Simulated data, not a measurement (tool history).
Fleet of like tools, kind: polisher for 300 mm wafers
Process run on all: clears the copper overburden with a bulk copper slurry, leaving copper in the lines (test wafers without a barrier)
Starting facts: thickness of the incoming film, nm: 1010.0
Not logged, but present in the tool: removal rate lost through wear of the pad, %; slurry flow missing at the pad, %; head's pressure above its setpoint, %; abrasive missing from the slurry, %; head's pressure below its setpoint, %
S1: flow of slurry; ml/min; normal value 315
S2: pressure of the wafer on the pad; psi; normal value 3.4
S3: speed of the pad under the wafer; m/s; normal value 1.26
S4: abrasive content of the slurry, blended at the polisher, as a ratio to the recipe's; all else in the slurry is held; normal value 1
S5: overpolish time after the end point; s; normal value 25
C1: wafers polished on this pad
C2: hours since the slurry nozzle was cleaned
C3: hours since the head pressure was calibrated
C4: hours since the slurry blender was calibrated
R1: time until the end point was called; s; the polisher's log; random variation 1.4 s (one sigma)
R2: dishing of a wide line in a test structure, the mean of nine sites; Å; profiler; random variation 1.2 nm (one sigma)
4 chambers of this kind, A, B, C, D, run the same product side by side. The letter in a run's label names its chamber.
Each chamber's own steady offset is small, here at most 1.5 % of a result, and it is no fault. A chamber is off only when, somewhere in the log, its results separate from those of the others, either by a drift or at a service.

run	day	S1	S2	S3	S4	S5	C1	C2	C3	C4	R1	R2
1B	0.467	315	3.4	1.26	1	25	526	439.3	1174.5	105.3	85.680	1127.00
# day 0.625: chamber C: worn pad replaced by a new one
2A	0.950	315	3.4	1.26	1	25	557	223.5	55.0	61.1	82.202	1138.90
# day 1.054: chamber A: worn pad replaced by a new one
# day 1.321: chamber C: slurry blender recalibrated
3C	1.333	315	3.4	1.26	1	25	186	383.2	426.9	0.4	84.511	1137.30
# day 1.404: chamber C: head pressure recalibrated
# day 1.496: chamber D: worn pad replaced by a new one
4D	1.758	315	3.4	1.26	1	25	70	73.5	88.1	379.2	83.021	1151.40
5C	2.338	315	3.4	0.88	1	25	450	407.3	22.5	24.5	120.830	983.74
6A	2.650	315	3.4	0.88	1	25	420	264.3	95.8	101.9	117.090	984.33
# day 3.067: chamber A: slurry nozzle cleaned
7B	3.175	315	3.4	0.88	1	25	1239	504.3	1239.5	170.3	126.570	981.73
# day 3.254: chamber A: worn pad replaced by a new one
# day 3.375: chamber A: slurry blender recalibrated
8D	3.492	315	3.4	0.88	1	25	526	115.1	129.7	420.8	120.210	970.93
# day 3.704: chamber D: slurry blender recalibrated
9C	4.012	315	3.4	1.26	1	25	891	447.5	62.7	64.7	84.466	1126.80
# day 4.221: chamber C: worn pad replaced by a new one
10D	4.417	260	3.4	1.26	1	25	769	137.3	151.9	17.2	81.048	1171.60
# day 4.500: chamber B: slurry nozzle cleaned
# day 4.533: chamber D: worn pad replaced by a new one
11A	4.975	260	3.4	1.26	1	25	453	45.9	151.6	38.4	83.062	1159.60
12B	5.362	260	3.4	1.26	1	25	1815	20.8	1292.0	222.8	88.495	1109.40
# day 5.558: chamber C: slurry nozzle cleaned
# day 5.571: chamber A: worn pad replaced by a new one
13A	5.983	260	3.4	1.26	1	25	109	70.1	175.8	62.6	83.035	1118.30
# day 6.192: chamber B: head pressure recalibrated
14B	6.438	315	3.4	1.26	1	25	2098	46.6	5.9	248.6	86.905	1107.80
15C	6.850	315	3.4	1.26	1	25	692	31.1	130.8	132.8	84.679	1124.10
# day 6.979: chamber C: worn pad replaced by a new one
# day 7.200: chamber B: slurry blender recalibrated
16D	7.238	315	3.4	1.26	1	25	711	205.0	219.6	84.9	80.931	1163.10
17D	7.742	315	3.4	1.26	1	25	844	217.1	231.7	97.0	83.059	1165.90
# day 8.088: chamber A: worn pad replaced by a new one
# day 8.158: chamber A: slurry blender recalibrated
18B	8.292	315	3.4	1.26	1	25	2586	91.1	50.4	26.2	92.233	1112.10
# day 8.588: chamber D: worn pad replaced by a new one
19C	8.867	315	3.4	1.26	1	25	496	79.5	179.2	181.2	86.160	1122.60
20A	9.179	315	3.4	1.26	1	25	287	146.8	252.5	24.5	84.930	1175.50
21A	9.500	315	3.4	1.26	1	25	372	154.5	260.2	32.2	82.637	1142.10
22B	10.062	315	3.4	1.26	1	25	3052	133.6	92.9	68.7	92.191	1105.60
# day 10.392: chamber C: worn pad replaced by a new one
23C	10.700	315	4.1	1.26	1	25	81	123.5	223.2	225.2	70.360	1244.10
24D	11.017	315	4.1	1.26	1	25	640	295.7	310.3	175.6	69.221	1288.90
25D	11.325	315	4.1	1.26	1	25	721	303.1	317.7	183.0	67.702	1257.90

Which is it: a chamber that has drifted or been left off by a service, a gauge drift common to all chambers, or only each chamber's usual small offset? If a chamber is off, name it and its likeliest cause.

One chamber, B, drifts off from the rest bit by bit.
Most likely cause: removal rate lost through wear of the pad, % = 11.7.

Here are 4 candidates for chamber B's next run, each the usual settings with a change, their results left as question marks. Which one brings its results back in line with what the others give on the usual settings?
Allowed miss from the other chambers' usual-settings mean, per result, to count as in line: R1 5.000 s; R2 40.00 Å
26B-1	11.804	310	3.1	1.12	1	27					?	?
26B-2	11.804	315	3.2	1.18	1	26					?	?
26B-3	11.804	315	3.6	1.34	1	24					?	?
26B-4	11.804	320	3.8	1.42	1	23					?	?

The other chambers' mean on the usual settings: R1 82.683 s; R2 1144.40 Å
run	R1	R2
26B-1	115.510	1004.50
26B-2	105.960	1032.60
26B-3	82.709	1131.40
26B-4	73.757	1174.40
With 26B-3, the chamber falls back in line with the rest.

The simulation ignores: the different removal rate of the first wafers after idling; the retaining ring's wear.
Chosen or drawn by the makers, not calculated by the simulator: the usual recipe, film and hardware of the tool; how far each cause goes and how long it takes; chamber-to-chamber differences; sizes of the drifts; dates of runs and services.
